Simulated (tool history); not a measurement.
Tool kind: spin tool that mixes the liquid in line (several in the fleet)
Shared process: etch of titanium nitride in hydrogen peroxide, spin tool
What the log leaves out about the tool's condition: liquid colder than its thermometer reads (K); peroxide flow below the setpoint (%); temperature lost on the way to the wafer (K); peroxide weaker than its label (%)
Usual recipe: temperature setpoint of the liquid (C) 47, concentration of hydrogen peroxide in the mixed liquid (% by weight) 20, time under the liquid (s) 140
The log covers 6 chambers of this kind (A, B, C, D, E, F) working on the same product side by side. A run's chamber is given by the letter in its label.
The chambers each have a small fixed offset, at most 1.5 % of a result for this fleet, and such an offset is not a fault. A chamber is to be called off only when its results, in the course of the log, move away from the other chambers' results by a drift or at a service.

run	hour	temperature setpoint of the liquid (C)	concentration of hydrogen peroxide in the mixed liquid (% by weight)	time under the liquid (s)	hours since the thermometer was replaced	hours since the peroxide flow meter was replaced	hours since the heated supply line was repaired	hours since the drum of peroxide was connected	read-back film thickness of the titanium nitride reference wafer, read on the same gauge (nm)	thickness taken off the titanium nitride on a monitor wafer (angstrom)
# hour 2.2: chamber F: new drum of peroxide connected
1A	9.5	47	20	140	577.9	315.0	1115.0	29.0	80.003	55.473
2D	23.3	47	20	140	1766.6	257.0	900.0	147.7	79.962	55.805
3C	30.3	47	20	140	674.4	797.1	2314.1	71.0	79.997	56.650
4B	41.0	47	20	140	1046.4	989.5	335.6	324.2	80.011	55.420
5E	53.1	47	20	140	761.0	402.5	1067.8	999.2	80.033	55.711
# hour 56.7: chamber F: heated supply line repaired
6F	64.9	47	20	140	360.8	2054.7	8.2	62.7	80.017	56.296
# hour 71.9: chamber E: peroxide flow meter replaced
7A	74.0	47	20	140	642.4	379.5	1179.5	93.5	80.000	56.280
# hour 76.6: chamber D: heated supply line repaired
8E	86.8	47	20	140	794.7	15.0	1101.5	1032.9	79.992	54.998
9F	99.1	47	20	140	395.0	2088.9	42.4	96.9	80.017	55.453
10C	106.5	47	20	140	750.6	873.3	2390.3	147.2	79.973	55.875
11D	120.3	47	20	140	1863.6	354.0	43.7	244.7	79.985	55.085
12B	130.7	47	20	140	1136.1	1079.2	425.3	413.9	80.015	56.038
13F	138.7	47	20	140	434.6	2128.5	82.0	136.5	80.003	55.060
14D	145.9	39	20	110	1889.2	379.6	69.3	270.3	80.016	23.960
15E	152.9	39	20	110	860.8	81.1	1167.6	1099.0	80.004	23.183
16A	166.7	39	20	110	735.1	472.2	1272.2	186.2	80.023	23.798
17C	179.2	39	20	110	823.3	946.0	2463.0	219.9	79.997	23.717
18B	192.0	39	20	110	1197.4	1140.5	486.6	475.2	80.038	23.553
# hour 193.6: chamber F: peroxide flow meter replaced
19A	198.8	39	20	110	767.2	504.3	1304.3	218.3	79.975	23.997
20B	209.0	47	20	140	1214.4	1157.5	503.6	492.2	80.034	55.388
21F	218.4	41	20	180	514.3	24.8	161.7	216.2	80.012	45.793
22D	227.1	41	20	180	1970.4	460.8	150.5	351.5	79.960	45.540
23E	235.7	41	20	180	943.6	163.9	1250.4	1181.8	80.031	43.656
24C	249.4	41	20	180	893.5	1016.2	2533.2	290.1	79.973	45.672
25E	257.9	41	20	180	965.8	186.1	1272.6	1204.0	80.027	44.718
26F	265.8	41	20	180	561.7	72.2	209.1	263.6	80.006	46.028
27D	279.7	47	20	140	2023.0	513.4	203.1	404.1	80.002	55.227
28A	290.5	47	20	140	858.9	596.0	1396.0	310.0	80.007	55.736
29C	296.9	47	20	140	941.0	1063.7	2580.7	337.6	79.983	55.800
# hour 298.2: chamber C: heated supply line repaired
30B	307.8	47	20	140	1313.2	1256.3	602.4	591.0	80.003	55.732
31F	317.3	47	20	140	613.2	123.7	260.6	315.1	79.977	55.975
32C	323.9	47	20	140	968.0	1090.7	25.8	364.6	79.992	56.547
33D	337.8	47	20	140	2081.1	571.5	261.2	462.2	80.015	55.451
# hour 339.6: chamber E: new drum of peroxide connected
34A	346.0	47	20	140	914.4	651.5	1451.5	365.5	80.023	55.882
35E	357.7	47	20	140	1065.6	285.9	1372.4	18.1	79.975	52.595
36B	369.0	47	20	140	1374.4	1317.5	663.6	652.2	80.045	55.466
37E	377.4	47	20	140	1085.3	305.6	1392.1	37.8	79.995	52.616
38A	390.0	47	20	140	958.4	695.5	1495.5	409.5	80.027	55.996
39B	397.9	47	22	75	1403.3	1346.4	692.5	681.1	79.964	30.818

The same settings go to every chamber for the next run, one line per chamber below. Forecast the results for each:
40A	407.8	47	20	140						?
40B	407.8	47	20	140						?
40C	407.8	47	20	140						?
40D	407.8	47	20	140						?
40E	407.8	47	20	140						?
40F	407.8	47	20	140						?

run	thickness taken off the titanium nitride on a monitor wafer (angstrom)
40A	55.925
40B	56.051
40C	55.707
40D	55.264
40E	52.345
40F	56.019

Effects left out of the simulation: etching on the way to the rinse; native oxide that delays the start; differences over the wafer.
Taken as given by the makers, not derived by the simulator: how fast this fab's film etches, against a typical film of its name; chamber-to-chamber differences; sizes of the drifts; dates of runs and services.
